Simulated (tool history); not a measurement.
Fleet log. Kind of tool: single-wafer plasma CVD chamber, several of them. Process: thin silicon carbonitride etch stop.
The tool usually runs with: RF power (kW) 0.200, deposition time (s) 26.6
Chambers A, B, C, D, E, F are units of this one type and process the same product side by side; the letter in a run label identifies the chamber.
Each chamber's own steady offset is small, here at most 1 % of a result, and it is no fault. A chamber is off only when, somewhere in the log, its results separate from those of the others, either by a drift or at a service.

| run | day | RF power (kW) | deposition time (s) | read-back reference wafer on the same gauge, thickness_nm | mean film thickness on the monitor wafer (nm) |
|---|---|---|---|---|---|
| 1C | 0.554 | 0.200 | 26.6 | 12.594 | 15.167 |
| 2F | 0.996 | 0.200 | 26.6 | 12.596 | 15.254 |
| 3B | 1.375 | 0.200 | 26.6 | 12.611 | 15.233 |
| 4D | 1.721 | 0.200 | 26.6 | 12.596 | 15.126 |
| 5E | 2.104 | 0.200 | 26.6 | 12.596 | 15.206 |
| 6A | 2.417 | 0.200 | 26.6 | 12.607 | 15.187 |
| 7B | 2.679 | 0.200 | 26.6 | 12.609 | 15.229 |
|  | 2.967 | chamber D: RF generator calibrated |
| 8E | 3.029 | 0.200 | 26.6 | 12.594 | 15.169 |
| 9A | 3.571 | 0.165 | 29.5 | 12.602 | 15.783 |
| 10F | 4.125 | 0.165 | 29.5 | 12.600 | 15.872 |
| 11D | 4.417 | 0.165 | 29.5 | 12.605 | 15.917 |
| 12C | 4.996 | 0.165 | 29.5 | 12.599 | 15.758 |
| 13A | 5.267 | 0.165 | 29.5 | 12.604 | 15.778 |
| 14F | 5.733 | 0.165 | 29.5 | 12.595 | 15.875 |
| 15B | 6.042 | 0.175 | 28.6 | 12.604 | 15.762 |
| 16C | 6.404 | 0.175 | 28.6 | 12.592 | 15.679 |
| 17E | 6.783 | 0.175 | 28.6 | 12.599 | 15.649 |
| 18D | 7.350 | 0.175 | 28.6 | 12.608 | 15.557 |
|  | 7.704 | chamber C: RF generator calibrated |
| 19B | 7.933 | 0.175 | 28.6 | 12.600 | 15.706 |
|  | 8.429 | chamber D: thermocouple changed; heater temperature recalibrated |
| 20E | 8.508 | 0.175 | 28.6 | 12.598 | 15.597 |
|  | 8.629 | chamber E: RF generator calibrated |
| 21A | 9.058 | 0.200 | 26.6 | 12.605 | 15.071 |
| 22D | 9.462 | 0.200 | 26.6 | 12.600 | 15.139 |
| 23C | 9.850 | 0.200 | 24.0 | 12.606 | 13.657 |
| 24F | 10.192 | 0.200 | 24.0 | 12.607 | 13.813 |
| 25D | 10.775 | 0.200 | 24.0 | 12.591 | 13.633 |
| 26E | 11.350 | 0.200 | 24.0 | 12.598 | 13.685 |
| 27F | 11.904 | 0.200 | 24.0 | 12.594 | 13.756 |
| 28A | 12.167 | 0.200 | 24.0 | 12.606 | 13.424 |
| 29C | 12.729 | 0.200 | 26.6 | 12.595 | 15.068 |
| 30B | 13.083 | 0.200 | 26.6 | 12.615 | 15.205 |
| 31E | 13.371 | 0.200 | 26.6 | 12.604 | 15.137 |
| 32B | 13.946 | 0.230 | 28.5 | 12.612 | 17.024 |
| 33D | 14.346 | 0.230 | 28.5 | 12.605 | 16.825 |
| 34F | 14.604 | 0.230 | 28.5 | 12.591 | 16.986 |
| 35A | 14.888 | 0.230 | 28.5 | 12.596 | 16.593 |
| 36C | 15.150 | 0.230 | 28.5 | 12.601 | 17.014 |
| 37F | 15.675 | 0.230 | 28.5 | 12.596 | 17.105 |
| 38B | 16.017 | 0.200 | 26.6 | 12.597 | 15.217 |
| 39D | 16.475 | 0.200 | 26.6 | 12.598 | 15.183 |

For the next run the whole fleet of 6 chambers uses the same settings. Give each chamber's results:
| 40A | 16.892 | 0.200 | 26.6 |  | ? |
| 40B | 16.892 | 0.200 | 26.6 |  | ? |
| 40C | 16.892 | 0.200 | 26.6 |  | ? |
| 40D | 16.892 | 0.200 | 26.6 |  | ? |
| 40E | 16.892 | 0.200 | 26.6 |  | ? |
| 40F | 16.892 | 0.200 | 26.6 |  | ? |

| run | mean film thickness on the monitor wafer (nm) |
|---|---|
| 40A | 14.829 |
| 40B | 15.310 |
| 40C | 15.176 |
| 40D | 15.194 |
| 40E | 15.131 |
| 40F | 15.093 |
